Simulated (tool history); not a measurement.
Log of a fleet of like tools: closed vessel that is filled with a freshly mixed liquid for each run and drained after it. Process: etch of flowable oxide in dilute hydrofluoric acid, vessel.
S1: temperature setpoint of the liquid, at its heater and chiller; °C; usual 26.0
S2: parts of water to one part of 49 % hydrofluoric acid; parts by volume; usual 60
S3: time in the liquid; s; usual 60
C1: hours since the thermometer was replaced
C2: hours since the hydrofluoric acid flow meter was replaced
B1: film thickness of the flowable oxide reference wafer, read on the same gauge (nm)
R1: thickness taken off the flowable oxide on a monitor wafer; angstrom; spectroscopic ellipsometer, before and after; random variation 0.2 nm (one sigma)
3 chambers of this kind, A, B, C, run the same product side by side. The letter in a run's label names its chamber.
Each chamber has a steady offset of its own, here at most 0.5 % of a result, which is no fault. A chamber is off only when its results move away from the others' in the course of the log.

run	hour	S1	S2	S3	C1	C2	B1	R1
1A	9.3	26.0	60	60	134.4	131.6	120.01	537.24
2C	19.4	26.0	60	60	593.4	176.6	119.98	536.00
3B	28.5	26.0	60	60	933.7	764.9	120.00	533.99
4C	39.0	26.0	60	60	613.0	196.2	120.00	538.99
5B	51.2	26.0	60	60	956.4	787.6	120.01	532.86
6A	59.0	29.0	60	60	184.1	181.3	120.01	605.19
7A	71.6	29.0	60	60	196.7	193.9	119.99	604.98
8B	85.0	29.0	60	60	990.2	821.4	119.99	605.56
9C	96.8	24.0	80	60	670.8	254.0	120.01	362.02
10A	103.5	24.0	80	60	228.6	225.8	119.98	363.80
11C	111.8	24.0	80	60	685.8	269.0	119.99	360.91
12B	124.9	26.0	40	85	1030.1	861.3	120.03	1169.50
13A	137.6	26.0	40	85	262.7	259.9	120.01	1184.40
14C	144.3	26.0	40	85	718.3	301.5	120.01	1179.20
15B	157.5	26.0	60	60	1062.7	893.9	120.00	534.80
16B	168.4	23.5	70	60	1073.6	904.8	119.97	406.93
17C	181.2	23.5	70	60	755.2	338.4	119.94	409.70
18A	193.1	23.5	70	60	318.2	315.4	120.00	414.05
19B	204.0	26.0	60	60	1109.2	940.4	119.98	540.15
20A	216.2	26.0	60	60	341.3	338.5	120.01	537.90
21C	228.5	22.5	40	60	802.5	385.7	119.98	723.23
22B	236.4	22.5	40	60	1141.6	972.8	119.99	715.24

All 3 chambers run these settings next. Forecast each chamber's results:
23A	246.4	26.0	70	60				?
23B	246.4	26.0	70	60				?
23C	246.4	26.0	70	60				?

run	R1
23A	453.30
23B	450.98
23C	452.74

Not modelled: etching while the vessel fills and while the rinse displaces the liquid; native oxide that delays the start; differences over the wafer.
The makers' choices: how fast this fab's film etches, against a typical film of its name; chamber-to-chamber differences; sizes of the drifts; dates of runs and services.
